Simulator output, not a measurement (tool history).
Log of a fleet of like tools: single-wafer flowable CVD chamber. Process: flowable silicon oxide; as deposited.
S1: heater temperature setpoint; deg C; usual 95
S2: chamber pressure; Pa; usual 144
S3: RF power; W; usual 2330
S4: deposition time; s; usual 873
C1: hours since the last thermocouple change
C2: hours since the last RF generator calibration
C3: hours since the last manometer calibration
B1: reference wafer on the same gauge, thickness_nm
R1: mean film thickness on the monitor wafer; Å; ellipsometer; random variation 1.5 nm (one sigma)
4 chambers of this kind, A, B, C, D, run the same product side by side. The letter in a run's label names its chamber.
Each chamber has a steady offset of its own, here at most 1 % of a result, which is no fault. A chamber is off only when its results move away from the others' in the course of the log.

Run 1D, hour 6.4: usual settings; C1 670.1; C2 697.2; C3 327.7; B1 795.09. Result: R1 9333.1 Å.
Run 2B, hour 13.9: usual settings; C1 450.7; C2 991.1; C3 396.2; B1 795.21. Result: R1 9373.7 Å.
Run 3C, hour 18.5: usual settings; C1 185.7; C2 699.1; C3 1579.8; B1 795.39. Result: R1 9250.6 Å.
Run 4A, hour 26.3: usual settings; C1 1432.6; C2 929.5; C3 798.4; B1 795.61. Result: R1 9268.7 Å.
Run 5A, hour 31.7: usual settings; C1 1438; C2 934.9; C3 803.8; B1 795.81. Result: R1 9254.1 Å.
Run 6D, hour 37.1: usual settings; C1 700.8; C2 727.9; C3 358.4; B1 795.9. Result: R1 9358.9 Å.
Run 7B, hour 46: usual settings; C1 482.8; C2 1023.2; C3 428.3; B1 795.81. Result: R1 9382.9 Å.
Run 8C, hour 54.4: usual settings; C1 221.6; C2 735; C3 1615.7; B1 796.53. Result: R1 9270.3 Å.
Run 9A, hour 64.6: usual settings; C1 1470.9; C2 967.8; C3 836.7; B1 797.1. Result: R1 9274.9 Å.
Run 10B, hour 73.3: usual settings; C1 510.1; C2 1050.5; C3 455.6; B1 797.09. Result: R1 9401.4 Å.
Run 11D, hour 79.3: usual settings; C1 743; C2 770.1; C3 400.6; B1 796.91. Result: R1 9341.8 Å.
Run 12C, hour 86.7: usual settings but S2 111 Pa; C1 253.9; C2 767.3; C3 1648; B1 797.25. Result: R1 6738.4 Å.
Run 13B, hour 96.8: usual settings but S2 111 Pa; C1 533.6; C2 1074; C3 479.1; B1 797.28. Result: R1 6804.3 Å.
Run 14D, hour 103.4: usual settings but S2 111 Pa; C1 767.1; C2 794.2; C3 424.7; B1 797.51. Result: R1 6776.8 Å.
Run 15C, hour 110.4: usual settings but S2 111 Pa; C1 277.6; C2 791; C3 1671.7; B1 797.81. Result: R1 6753.1 Å.
At hour 111.3: chamber C: RF generator calibrated.
Run 16A, hour 116.7: usual settings; C1 1523; C2 1019.9; C3 888.8; B1 797.98. Result: R1 9287.7 Å.
Run 17B, hour 125: usual settings; C1 561.8; C2 1102.2; C3 507.3; B1 798.15. Result: R1 9392.1 Å.
Run 18C, hour 133.6: usual settings but S2 117 Pa; C1 300.8; C2 22.4; C3 1694.9; B1 798.14. Result: R1 7276.4 Å.
Run 19D, hour 141.9: usual settings but S2 117 Pa; C1 805.6; C2 832.7; C3 463.2; B1 798.57. Result: R1 7333.3 Å.
Run 20A, hour 151.4: usual settings but S2 117 Pa; C1 1557.7; C2 1054.6; C3 923.5; B1 798.46. Result: R1 7279.8 Å.
Run 21A, hour 159.1: usual settings but S2 117 Pa; C1 1565.4; C2 1062.3; C3 931.2; B1 798.96. Result: R1 7270 Å.
Run 22C, hour 165.8: usual settings; C1 333; C2 54.6; C3 1727.1; B1 799.11. Result: R1 9271.3 Å.
Run 23B, hour 173.5: usual settings; C1 610.3; C2 1150.7; C3 555.8; B1 799.04. Result: R1 9404.1 Å.
Run 24D, hour 182.7: usual settings; C1 846.4; C2 873.5; C3 504; B1 799.57. Result: R1 9394.7 Å.
Run 25A, hour 187.2: usual settings; C1 1593.5; C2 1090.4; C3 959.3; B1 799.77. Result: R1 9297.3 Å.
Run 26C, hour 196.1: usual settings; C1 363.3; C2 84.9; C3 1757.4; B1 800.07. Result: R1 9302.1 Å.
Run 27B, hour 203.9: usual settings but S1 90 deg C, S4 731 s; C1 640.7; C2 1181.1; C3 586.2; B1 799.93. Result: R1 9352.8 Å.

Is one chamber off against the others, does the gauge drift, or is nothing wrong? If a chamber is off, say which, and what the likeliest cause is.

The gauge drifts, so all chambers seem to drift together. No chamber is off.
Cause: gauge reads high (%) = 0.651.
